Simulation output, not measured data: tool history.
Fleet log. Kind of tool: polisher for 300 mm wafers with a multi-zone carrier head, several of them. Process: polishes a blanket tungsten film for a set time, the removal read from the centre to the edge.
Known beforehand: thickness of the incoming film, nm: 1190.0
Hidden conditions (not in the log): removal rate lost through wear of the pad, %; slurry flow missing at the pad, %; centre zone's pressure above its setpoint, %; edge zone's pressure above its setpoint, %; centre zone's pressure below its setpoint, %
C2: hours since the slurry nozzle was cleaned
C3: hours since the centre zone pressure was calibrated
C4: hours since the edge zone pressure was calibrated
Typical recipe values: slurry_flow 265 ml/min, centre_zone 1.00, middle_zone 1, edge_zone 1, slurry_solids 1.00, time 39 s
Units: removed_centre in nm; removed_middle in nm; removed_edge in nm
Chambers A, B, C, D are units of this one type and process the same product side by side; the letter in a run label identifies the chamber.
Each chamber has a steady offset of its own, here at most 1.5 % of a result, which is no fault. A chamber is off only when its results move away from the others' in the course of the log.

run 1C hour=7.5 | slurry_flow=265 centre_zone=1.00 middle_zone=1 edge_zone=1 slurry_solids=1.00 time=39 | wafers_polished_on_this_pad=305 C2=463.3 C3=433.0 C4=192.5 | removed_centre=199.94 removed_middle=201.48 removed_edge=200.64
run 2D hour=17.2 | slurry_flow=265 centre_zone=1.00 middle_zone=1 edge_zone=1 slurry_solids=1.00 time=39 | wafers_polished_on_this_pad=547 C2=397.2 C3=67.0 C4=418.5 | removed_centre=202.54 removed_middle=200.34 removed_edge=205.39
-- hour=17.7 chamber D: edge zone pressure recalibrated
-- hour=28.1 chamber A: worn pad replaced by a new one
run 3B hour=28.9 | slurry_flow=265 centre_zone=1.00 middle_zone=1 edge_zone=1 slurry_solids=1.00 time=39 | wafers_polished_on_this_pad=552 C2=284.5 C3=832.1 C4=399.4 | removed_centre=204.26 removed_middle=200.00 removed_edge=205.23
-- hour=29.4 chamber C: worn pad replaced by a new one
run 4A hour=38.1 | slurry_flow=265 centre_zone=1.00 middle_zone=1 edge_zone=1 slurry_solids=1.00 time=39 | wafers_polished_on_this_pad=120 C2=312.4 C3=153.5 C4=199.8 | removed_centre=205.35 removed_middle=199.99 removed_edge=202.06
-- hour=43.8 chamber B: worn pad replaced by a new one
run 5B hour=45.4 | slurry_flow=265 centre_zone=1.00 middle_zone=1 edge_zone=1 slurry_solids=1.00 time=39 | wafers_polished_on_this_pad=19 C2=301.0 C3=848.6 C4=415.9 | removed_centre=203.99 removed_middle=200.18 removed_edge=205.63
run 6C hour=58.7 | slurry_flow=265 centre_zone=1.00 middle_zone=1 edge_zone=1 slurry_solids=1.00 time=39 | wafers_polished_on_this_pad=352 C2=514.5 C3=484.2 C4=243.7 | removed_centre=202.56 removed_middle=205.30 removed_edge=203.21
-- hour=59.9 chamber B: edge zone pressure recalibrated
run 7A hour=72.6 | slurry_flow=265 centre_zone=0.91 middle_zone=1 edge_zone=1 slurry_solids=1.25 time=39 | wafers_polished_on_this_pad=535 C2=346.9 C3=188.0 C4=234.3 | removed_centre=195.36 removed_middle=216.05 removed_edge=210.01
-- hour=77.8 chamber D: worn pad replaced by a new one
run 8D hour=80.8 | slurry_flow=265 centre_zone=0.91 middle_zone=1 edge_zone=1 slurry_solids=1.25 time=39 | wafers_polished_on_this_pad=36 C2=460.8 C3=130.6 C4=63.2 | removed_centre=195.62 removed_middle=215.85 removed_edge=213.10
-- hour=88.9 chamber C: worn pad replaced by a new one
-- hour=95.3 chamber C: centre zone pressure recalibrated
run 9B hour=95.3 | slurry_flow=265 centre_zone=0.91 middle_zone=1 edge_zone=1 slurry_solids=1.25 time=39 | wafers_polished_on_this_pad=618 C2=350.9 C3=898.5 C4=35.4 | removed_centre=193.73 removed_middle=212.30 removed_edge=218.67
-- hour=98.1 chamber B: worn pad replaced by a new one
-- hour=98.6 chamber D: slurry nozzle cleaned
run 10A hour=108.9 | slurry_flow=265 centre_zone=0.91 middle_zone=1 edge_zone=1 slurry_solids=1.25 time=39 | wafers_polished_on_this_pad=970 C2=383.2 C3=224.3 C4=270.6 | removed_centre=190.82 removed_middle=218.74 removed_edge=211.41
run 11D hour=118.5 | slurry_flow=265 centre_zone=1.00 middle_zone=1 edge_zone=1 slurry_solids=1.00 time=39 | wafers_polished_on_this_pad=488 C2=20.0 C3=168.3 C4=100.9 | removed_centre=204.13 removed_middle=202.80 removed_edge=202.97
run 12C hour=127.6 | slurry_flow=265 centre_zone=1.00 middle_zone=1 edge_zone=1 slurry_solids=1.00 time=39 | wafers_polished_on_this_pad=464 C2=583.4 C3=32.4 C4=312.6 | removed_centre=218.69 removed_middle=202.34 removed_edge=197.53
-- hour=134.5 chamber A: worn pad replaced by a new one
run 13D hour=135.6 | slurry_flow=265 centre_zone=1.00 middle_zone=1 edge_zone=1 slurry_solids=1.00 time=39 | wafers_polished_on_this_pad=694 C2=37.1 C3=185.4 C4=118.0 | removed_centre=204.38 removed_middle=199.35 removed_edge=202.58
-- hour=141.1 chamber C: worn pad replaced by a new one
run 14A hour=148.3 | slurry_flow=265 centre_zone=1.00 middle_zone=1 edge_zone=1 slurry_solids=1.00 time=39 | wafers_polished_on_this_pad=165 C2=422.6 C3=263.7 C4=310.0 | removed_centre=205.55 removed_middle=204.17 removed_edge=203.31
-- hour=156.8 chamber B: worn pad replaced by a new one
run 15B hour=160.7 | slurry_flow=265 centre_zone=1.00 middle_zone=1 edge_zone=1 slurry_solids=1.00 time=39 | wafers_polished_on_this_pad=47 C2=416.3 C3=963.9 C4=100.8 | removed_centre=201.96 removed_middle=199.64 removed_edge=204.43
run 16C hour=169.6 | slurry_flow=265 centre_zone=1.00 middle_zone=1 edge_zone=1 slurry_solids=1.00 time=39 | wafers_polished_on_this_pad=342 C2=625.4 C3=74.4 C4=354.6 | removed_centre=218.52 removed_middle=200.69 removed_edge=201.09
run 17C hour=177.1 | slurry_flow=265 centre_zone=1.00 middle_zone=1 edge_zone=1 slurry_solids=1.00 time=39 | wafers_polished_on_this_pad=432 C2=632.9 C3=81.9 C4=362.1 | removed_centre=218.07 removed_middle=204.17 removed_edge=198.94
-- hour=177.7 chamber D: worn pad replaced by a new one
-- hour=177.9 chamber B: centre zone pressure recalibrated
run 18B hour=189.3 | slurry_flow=265 centre_zone=1.00 middle_zone=1 edge_zone=1 slurry_solids=1.00 time=39 | wafers_polished_on_this_pad=390 C2=444.9 C3=11.4 C4=129.4 | removed_centre=205.03 removed_middle=201.60 removed_edge=206.04
-- hour=199.2 chamber C: worn pad replaced by a new one
run 19D hour=201.5 | slurry_flow=265 centre_zone=1.00 middle_zone=1 edge_zone=1 slurry_solids=1.00 time=39 | wafers_polished_on_this_pad=286 C2=103.0 C3=251.3 C4=183.9 | removed_centre=205.23 removed_middle=204.23 removed_edge=201.24
run 20A hour=217.6 | slurry_flow=265 centre_zone=1.00 middle_zone=1 edge_zone=1 slurry_solids=1.00 time=39 | wafers_polished_on_this_pad=997 C2=491.9 C3=333.0 C4=379.3 | removed_centre=204.89 removed_middle=203.00 removed_edge=206.28
-- hour=218.6 chamber B: worn pad replaced by a new one
run 21C hour=226.3 | slurry_flow=265 centre_zone=1.00 middle_zone=1 edge_zone=1 slurry_solids=1.00 time=39 | wafers_polished_on_this_pad=325 C2=682.1 C3=131.1 C4=411.3 | removed_centre=218.81 removed_middle=203.13 removed_edge=200.89
-- hour=227.5 chamber A: worn pad replaced by a new one
run 22B hour=241.5 | slurry_flow=265 centre_zone=1.00 middle_zone=1 edge_zone=1 slurry_solids=1.00 time=39 | wafers_polished_on_this_pad=275 C2=497.1 C3=63.6 C4=181.6 | removed_centre=203.76 removed_middle=202.05 removed_edge=202.32
run 23A hour=250.6 | slurry_flow=265 centre_zone=1.00 middle_zone=1 edge_zone=1 slurry_solids=1.00 time=39 | wafers_polished_on_this_pad=277 C2=524.9 C3=366.0 C4=412.3 | removed_centre=205.13 removed_middle=202.47 removed_edge=206.82
-- hour=258.9 chamber C: worn pad replaced by a new one
run 24D hour=263.5 | slurry_flow=265 centre_zone=1.00 middle_zone=1 edge_zone=1 slurry_solids=1.00 time=53 | wafers_polished_on_this_pad=1030 C2=165.0 C3=313.3 C4=245.9 | removed_centre=278.01 removed_middle=271.25 removed_edge=272.50
run 25C hour=272.2 | slurry_flow=265 centre_zone=1.00 middle_zone=1 edge_zone=1 slurry_solids=1.00 time=53 | wafers_polished_on_this_pad=160 C2=728.0 C3=177.0 C4=457.2 | removed_centre=298.72 removed_middle=276.28 removed_edge=272.68

Does one chamber stand apart from the rest, does the shared gauge drift, or is all well apart from small per-chamber offsets? Give the chamber and the most likely cause, where there is one.

A service left chamber C off against the others.
What lies behind it: centre zone's pressure above its setpoint, % = 7.59.

Here are 4 candidates for chamber C's next run, each the usual settings with a change, their results left as question marks. Which one brings its results back in line with what the others give on the usual settings?
Maximum distance from the other chambers' mean on the usual settings for a result to count as in line: removed_centre 4.50 nm; removed_middle 10.00 nm; removed_edge 8.20 nm
run 26C-1 hour=283.8 | slurry_flow=260 centre_zone=0.94 middle_zone=1 edge_zone=1.03 slurry_solids=1.00 time=39 | removed_centre=? removed_middle=? removed_edge=?
run 26C-2 hour=283.8 | slurry_flow=255 centre_zone=0.91 middle_zone=1 edge_zone=1.04 slurry_solids=1.00 time=39 | removed_centre=? removed_middle=? removed_edge=?
run 26C-3 hour=283.8 | slurry_flow=275 centre_zone=1.10 middle_zone=1 edge_zone=0.96 slurry_solids=1.00 time=39 | removed_centre=? removed_middle=? removed_edge=?
run 26C-4 hour=283.8 | slurry_flow=270 centre_zone=1.06 middle_zone=1 edge_zone=0.97 slurry_solids=1.00 time=39 | removed_centre=? removed_middle=? removed_edge=?

Mean of the other chambers on the usual settings: removed_centre 203.98 nm; removed_middle 202.46 nm; removed_edge 203.35 nm
run=26C-1 removed_centre=203.63 removed_middle=203.73 removed_edge=203.91
run=26C-2 removed_centre=195.92 removed_middle=203.30 removed_edge=204.60
run=26C-3 removed_centre=243.78 removed_middle=204.84 removed_edge=197.56
run=26C-4 removed_centre=233.57 removed_middle=204.47 removed_edge=198.30
Change 26C-1 lands the chamber within the allowed miss of the other chambers.

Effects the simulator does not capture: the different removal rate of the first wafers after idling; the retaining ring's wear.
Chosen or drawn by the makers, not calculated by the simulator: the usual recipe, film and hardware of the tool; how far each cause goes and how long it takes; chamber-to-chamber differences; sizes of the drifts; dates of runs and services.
